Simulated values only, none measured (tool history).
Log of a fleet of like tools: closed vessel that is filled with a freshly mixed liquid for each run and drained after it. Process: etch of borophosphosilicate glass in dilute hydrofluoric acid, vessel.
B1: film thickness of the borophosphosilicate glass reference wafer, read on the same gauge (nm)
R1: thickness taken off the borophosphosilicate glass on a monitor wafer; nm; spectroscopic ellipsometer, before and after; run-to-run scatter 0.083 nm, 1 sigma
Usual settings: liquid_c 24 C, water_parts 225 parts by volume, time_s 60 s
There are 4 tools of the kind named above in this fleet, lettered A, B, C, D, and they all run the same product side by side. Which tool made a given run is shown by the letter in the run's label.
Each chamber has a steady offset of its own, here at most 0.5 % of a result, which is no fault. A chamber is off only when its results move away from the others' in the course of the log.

run 1A hour=4.5 | liquid_c=24 water_parts=225 time_s=60 | B1=69.96 | R1=9.5669
run 2C hour=9.2 | liquid_c=24 water_parts=225 time_s=60 | B1=69.999 | R1=9.5589
run 3D hour=17.2 | liquid_c=24 water_parts=225 time_s=60 | B1=70.013 | R1=9.5867
run 4B hour=26.6 | liquid_c=24 water_parts=225 time_s=60 | B1=69.989 | R1=9.4407
run 5A hour=32.3 | liquid_c=24 water_parts=225 time_s=60 | B1=70.002 | R1=9.6807
run 6C hour=38.2 | liquid_c=24 water_parts=225 time_s=60 | B1=69.956 | R1=9.5576
run 7B hour=45 | liquid_c=24 water_parts=170 time_s=60 | B1=70.05 | R1=13.361
run 8D hour=52.2 | liquid_c=24 water_parts=170 time_s=60 | B1=70.025 | R1=13.015
run 9B hour=62 | liquid_c=24 water_parts=170 time_s=60 | B1=69.986 | R1=13.094
run 10D hour=71.7 | liquid_c=24 water_parts=170 time_s=60 | B1=70.023 | R1=12.897
run 11A hour=81.7 | liquid_c=24 water_parts=225 time_s=60 | B1=69.982 | R1=9.4847
run 12C hour=90.1 | liquid_c=24 water_parts=225 time_s=60 | B1=70.047 | R1=9.5088
run 13C hour=98.9 | liquid_c=24 water_parts=225 time_s=60 | B1=70.025 | R1=9.6146
run 14B hour=106.4 | liquid_c=24 water_parts=225 time_s=60 | B1=69.99 | R1=9.3852
run 15D hour=116.3 | liquid_c=24 water_parts=225 time_s=60 | B1=70.023 | R1=9.0538
run 16A hour=122.1 | liquid_c=24 water_parts=225 time_s=60 | B1=69.984 | R1=9.5883
run 17D hour=128.7 | liquid_c=24 water_parts=135 time_s=95 | B1=69.997 | R1=25.862
run 18C hour=135.9 | liquid_c=24 water_parts=135 time_s=95 | B1=70.012 | R1=27.84
run 19A hour=143.7 | liquid_c=24 water_parts=135 time_s=95 | B1=69.967 | R1=27.563
run 20B hour=151 | liquid_c=24 water_parts=135 time_s=95 | B1=70.022 | R1=27.822
run 21C hour=155.5 | liquid_c=24 water_parts=225 time_s=60 | B1=69.987 | R1=9.3433
run 22D hour=160.9 | liquid_c=24 water_parts=225 time_s=60 | B1=69.993 | R1=8.6629
run 23B hour=167.4 | liquid_c=24 water_parts=225 time_s=60 | B1=70.034 | R1=9.5594
run 24A hour=175.5 | liquid_c=24 water_parts=225 time_s=60 | B1=70.029 | R1=9.5207
run 25D hour=182.4 | liquid_c=24 water_parts=225 time_s=60 | B1=70.02 | R1=8.6097
run 26C hour=188.6 | liquid_c=24 water_parts=225 time_s=60 | B1=70.032 | R1=9.4991

Is one chamber out of step, is the gauge drifting, or do the chambers differ by no more than their own small offsets? For an off chamber, give its letter and the likeliest cause.

Chamber D drifts away from the others.
What lies behind it: hydrofluoric acid flow below the setpoint (%) = 8.22.
The log may not tell that from: liquid colder than its thermometer reads (K).

Which of the 4 candidates below, each the usual settings with something changed and its results left as question marks, puts chamber D back in line with what the other chambers give on the usual settings?
In line means no further than this from the other chambers' mean on the usual settings: R1 0.29 nm
run 27D-1 hour=195.8 | liquid_c=24 water_parts=245 time_s=55 | R1=?
run 27D-2 hour=195.8 | liquid_c=23.5 water_parts=225 time_s=55 | R1=?
run 27D-3 hour=195.8 | liquid_c=27 water_parts=225 time_s=60 | R1=?
run 27D-4 hour=195.8 | liquid_c=24.5 water_parts=195 time_s=60 | R1=?

Usual-settings mean across the other chambers: R1 9.5259 nm
run=27D-1 R1=7.0225
run=27D-2 R1=7.6692
run=27D-3 R1=9.4694
run=27D-4 R1=10.336
It is 27D-3 that realigns the chamber with its peers.

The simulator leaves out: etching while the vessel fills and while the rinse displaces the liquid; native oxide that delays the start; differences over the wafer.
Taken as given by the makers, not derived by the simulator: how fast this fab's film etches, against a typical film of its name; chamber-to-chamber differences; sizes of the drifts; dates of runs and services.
